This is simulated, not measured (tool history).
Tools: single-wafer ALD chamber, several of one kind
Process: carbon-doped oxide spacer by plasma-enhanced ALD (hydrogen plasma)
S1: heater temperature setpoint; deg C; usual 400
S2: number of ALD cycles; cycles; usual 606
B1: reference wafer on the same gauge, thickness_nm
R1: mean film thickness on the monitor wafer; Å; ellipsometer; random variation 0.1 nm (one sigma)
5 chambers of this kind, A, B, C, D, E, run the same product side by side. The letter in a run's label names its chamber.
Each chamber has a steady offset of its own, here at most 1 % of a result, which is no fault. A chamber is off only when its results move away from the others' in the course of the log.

{"run": "1D", "hour": 6.5, "S1": 400, "S2": 606, "B1": 35.12, "R1": 299.31}
{"run": "2A", "hour": 15.7, "S1": 400, "S2": 606, "B1": 35.113, "R1": 299.23}
{"run": "3B", "hour": 24.7, "S1": 400, "S2": 606, "B1": 35.132, "R1": 302.59}
{"run": "4E", "hour": 30.9, "S1": 400, "S2": 606, "B1": 35.091, "R1": 303.03}
{"run": "5C", "hour": 42.0, "S1": 400, "S2": 606, "B1": 35.1, "R1": 301.21}
{"run": "6E", "hour": 53.8, "S1": 400, "S2": 606, "B1": 35.109, "R1": 305.77}
{"run": "7C", "hour": 59.4, "S1": 391, "S2": 526, "B1": 35.11, "R1": 262.2}
{"run": "8A", "hour": 68.9, "S1": 391, "S2": 526, "B1": 35.112, "R1": 261.5}
{"run": "9B", "hour": 74.7, "S1": 391, "S2": 526, "B1": 35.123, "R1": 261.6}
{"run": "10D", "hour": 84.1, "S1": 391, "S2": 526, "B1": 35.07, "R1": 260.54}
{"run": "11A", "hour": 90.2, "S1": 391, "S2": 526, "B1": 35.096, "R1": 261.1}
{"run": "12D", "hour": 96.0, "S1": 400, "S2": 606, "B1": 35.081, "R1": 299.33}
{"run": "13B", "hour": 107.4, "S1": 392, "S2": 606, "B1": 35.097, "R1": 302.81}
{"run": "14C", "hour": 119.2, "S1": 392, "S2": 606, "B1": 35.101, "R1": 301.12}
{"run": "15E", "hour": 124.5, "S1": 392, "S2": 606, "B1": 35.109, "R1": 305.03}
{"run": "16A", "hour": 131.6, "S1": 392, "S2": 606, "B1": 35.087, "R1": 299.47}
{"run": "17E", "hour": 138.3, "S1": 392, "S2": 606, "B1": 35.102, "R1": 305.4}
{"run": "18D", "hour": 145.2, "S1": 400, "S2": 606, "B1": 35.119, "R1": 302.14}
{"run": "19C", "hour": 156.5, "S1": 400, "S2": 606, "B1": 35.106, "R1": 300.53}
{"run": "20B", "hour": 167.2, "S1": 400, "S2": 606, "B1": 35.08, "R1": 303.23}
{"run": "21B", "hour": 177.9, "S1": 411, "S2": 606, "B1": 35.11, "R1": 292.19}
{"run": "22E", "hour": 189.3, "S1": 411, "S2": 606, "B1": 35.122, "R1": 296.57}
{"hour": 191.9, "done": "chamber E: thermocouple changed; heater temperature recalibrated"}
{"run": "23A", "hour": 201.0, "S1": 411, "S2": 606, "B1": 35.086, "R1": 290.32}
{"run": "24C", "hour": 206.2, "S1": 411, "S2": 606, "B1": 35.096, "R1": 291.02}
{"run": "25D", "hour": 214.0, "S1": 411, "S2": 606, "B1": 35.113, "R1": 290.35}
{"run": "26B", "hour": 220.0, "S1": 400, "S2": 606, "B1": 35.128, "R1": 302.42}
{"run": "27D", "hour": 229.1, "S1": 400, "S2": 606, "B1": 35.141, "R1": 298.84}
{"run": "28E", "hour": 235.8, "S1": 400, "S2": 606, "B1": 35.09, "R1": 305.13}
{"run": "29A", "hour": 241.2, "S1": 400, "S2": 606, "B1": 35.108, "R1": 298.72}
{"run": "30C", "hour": 248.0, "S1": 400, "S2": 606, "B1": 35.089, "R1": 300.29}
{"run": "31C", "hour": 258.9, "S1": 393, "S2": 678, "B1": 35.132, "R1": 337.92}
{"run": "32D", "hour": 266.4, "S1": 393, "S2": 678, "B1": 35.128, "R1": 336.05}
{"run": "33E", "hour": 275.5, "S1": 393, "S2": 678, "B1": 35.095, "R1": 341.07}
{"run": "34A", "hour": 280.9, "S1": 393, "S2": 678, "B1": 35.103, "R1": 333.9}
{"run": "35B", "hour": 288.9, "S1": 393, "S2": 678, "B1": 35.103, "R1": 338.52}
{"run": "36C", "hour": 297.3, "S1": 400, "S2": 606, "B1": 35.082, "R1": 300.85}

Is one chamber off against the others, does the gauge drift, or is nothing wrong? If a chamber is off, say which, and what the likeliest cause is.

No chamber stands off beyond its own small offset, and the gauge holds steady.
